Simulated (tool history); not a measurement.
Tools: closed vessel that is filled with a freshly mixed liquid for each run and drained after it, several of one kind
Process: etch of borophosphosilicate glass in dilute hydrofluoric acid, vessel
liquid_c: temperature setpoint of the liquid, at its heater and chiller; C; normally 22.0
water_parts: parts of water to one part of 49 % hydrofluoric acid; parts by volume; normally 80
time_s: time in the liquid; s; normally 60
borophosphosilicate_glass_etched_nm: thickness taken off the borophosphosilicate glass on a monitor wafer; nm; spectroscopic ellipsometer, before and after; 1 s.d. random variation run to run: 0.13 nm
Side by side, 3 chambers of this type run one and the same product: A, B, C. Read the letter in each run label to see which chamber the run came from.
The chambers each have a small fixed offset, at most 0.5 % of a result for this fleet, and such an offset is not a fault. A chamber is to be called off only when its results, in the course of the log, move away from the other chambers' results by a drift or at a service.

run   hour  liquid_c  water_parts  time_s  hours since the thermometer was replaced  hours since the hydrofluoric acid flow meter was replaced  read-back film thickness of the borophosphosilicate glass reference wafer, read on the same gauge (nm)  borophosphosilicate_glass_etched_nm
 1A   12.1      22.0           80      60                                     314.3                                                       99.8                                                                                                  119.99                               36.156
      22.2  -- chamber B: hydrofluoric acid flow meter replaced
 2C   25.8      22.0           80      60                                     328.6                                                     1118.3                                                                                                  120.00                               36.421
 3B   41.1      22.0           80      60                                     146.6                                                       19.0                                                                                                  119.98                               36.168
 4A   49.6      22.0           80      60                                     351.8                                                      137.3                                                                                                  119.99                               35.968
 5B   64.1      22.0           80      60                                     169.6                                                       42.0                                                                                                  120.01                               36.149
 6C   79.3      22.0           80      60                                     382.1                                                     1171.8                                                                                                  119.97                               36.345
 7C   93.8      22.0           80      60                                     396.6                                                     1186.3                                                                                                  120.00                               36.555
 8B  103.4      22.0           80      60                                     208.9                                                       81.3                                                                                                  119.98                               36.140
 9A  116.0      22.0           80      60                                     418.2                                                      203.7                                                                                                  120.03                               36.199
10C  124.7      22.0           80      60                                     427.5                                                     1217.2                                                                                                  119.97                               36.516
11B  136.9      22.0           80      60                                     242.4                                                      114.8                                                                                                  119.97                               36.321
12A  148.8      22.0           80      60                                     451.0                                                      236.5                                                                                                  120.01                               36.364
13C  156.9      22.0           80      60                                     459.7                                                     1249.4                                                                                                  120.01                               36.267
14B  170.9      22.0           80      60                                     276.4                                                      148.8                                                                                                  120.00                               36.035
15A  181.2      22.0           65      40                                     483.4                                                      268.9                                                                                                  119.96                               30.123
16A  191.4      22.0           65      40                                     493.6                                                      279.1                                                                                                  120.01                               30.410
17B  202.2      22.0           65      40                                     307.7                                                      180.1                                                                                                  120.00                               30.100
18C  214.1      22.0           80      60                                     516.9                                                     1306.6                                                                                                  120.01                               36.441
19B  228.9      22.0           80      60                                     334.4                                                      206.8                                                                                                  120.00                               35.997
20C  241.8      22.0           80      40                                     544.6                                                     1334.3                                                                                                  120.02                               24.445
21A  256.2      22.0           80      40                                     558.4                                                      343.9                                                                                                  119.97                               23.987
22B  263.7      22.0           80      40                                     369.2                                                      241.6                                                                                                  119.98                               24.142
23A  274.1      22.0           80      60                                     576.3                                                      361.8                                                                                                  120.01                               35.990
24C  282.1      22.0           80      60                                     584.9                                                     1374.6                                                                                                  120.00                               36.473
     293.0  -- chamber C: hydrofluoric acid flow meter replaced
25C  294.9      22.0           80      60                                     597.7                                                        1.9                                                                                                  120.00                               36.380
26B  305.0      23.5          105      60                                     410.5                                                      282.9                                                                                                  120.02                               28.056
27A  316.5      23.5          105      60                                     618.7                                                      404.2                                                                                                  120.00                               28.142
28B  324.8      23.5          105      60                                     430.3                                                      302.7                                                                                                  119.98                               28.273
29A  339.8      22.0          110      60                                     642.0                                                      427.5                                                                                                  120.00                               25.493
30C  354.4      22.0          110      60                                     657.2                                                       61.4                                                                                                  119.99                               25.523
31C  363.5      22.0          110      60                                     666.3                                                       70.5                                                                                                  119.97                               25.643
32B  372.4      19.5           80      35                                     477.9                                                      350.3                                                                                                  120.02                               18.993
33A  385.4      19.5           80      35                                     687.6                                                      473.1                                                                                                  120.00                               19.056
34B  396.6      19.5           80      35                                     502.1                                                      374.5                                                                                                  120.00                               19.005
35C  406.4      22.0           80      60                                     709.2                                                      113.4                                                                                                  119.99                               36.521
36A  419.6      22.0           80      60                                     721.8                                                      507.3                                                                                                  120.00                               36.122
37A  429.6      22.0           80      60                                     731.8                                                      517.3                                                                                                  119.99                               36.219
38C  444.5      22.0           80      60                                     747.3                                                      151.5                                                                                                  120.00                               36.499
39B  452.6      22.0           80      70                                     558.1                                                      430.5                                                                                                  120.01                               42.175

One chamber off, gauge drift, or nothing amiss beyond the chambers' own small offsets? If it is a chamber, which one, and what is the likeliest cause?

All chambers stay in line apart from their small fixed offsets, and the gauge does not drift.

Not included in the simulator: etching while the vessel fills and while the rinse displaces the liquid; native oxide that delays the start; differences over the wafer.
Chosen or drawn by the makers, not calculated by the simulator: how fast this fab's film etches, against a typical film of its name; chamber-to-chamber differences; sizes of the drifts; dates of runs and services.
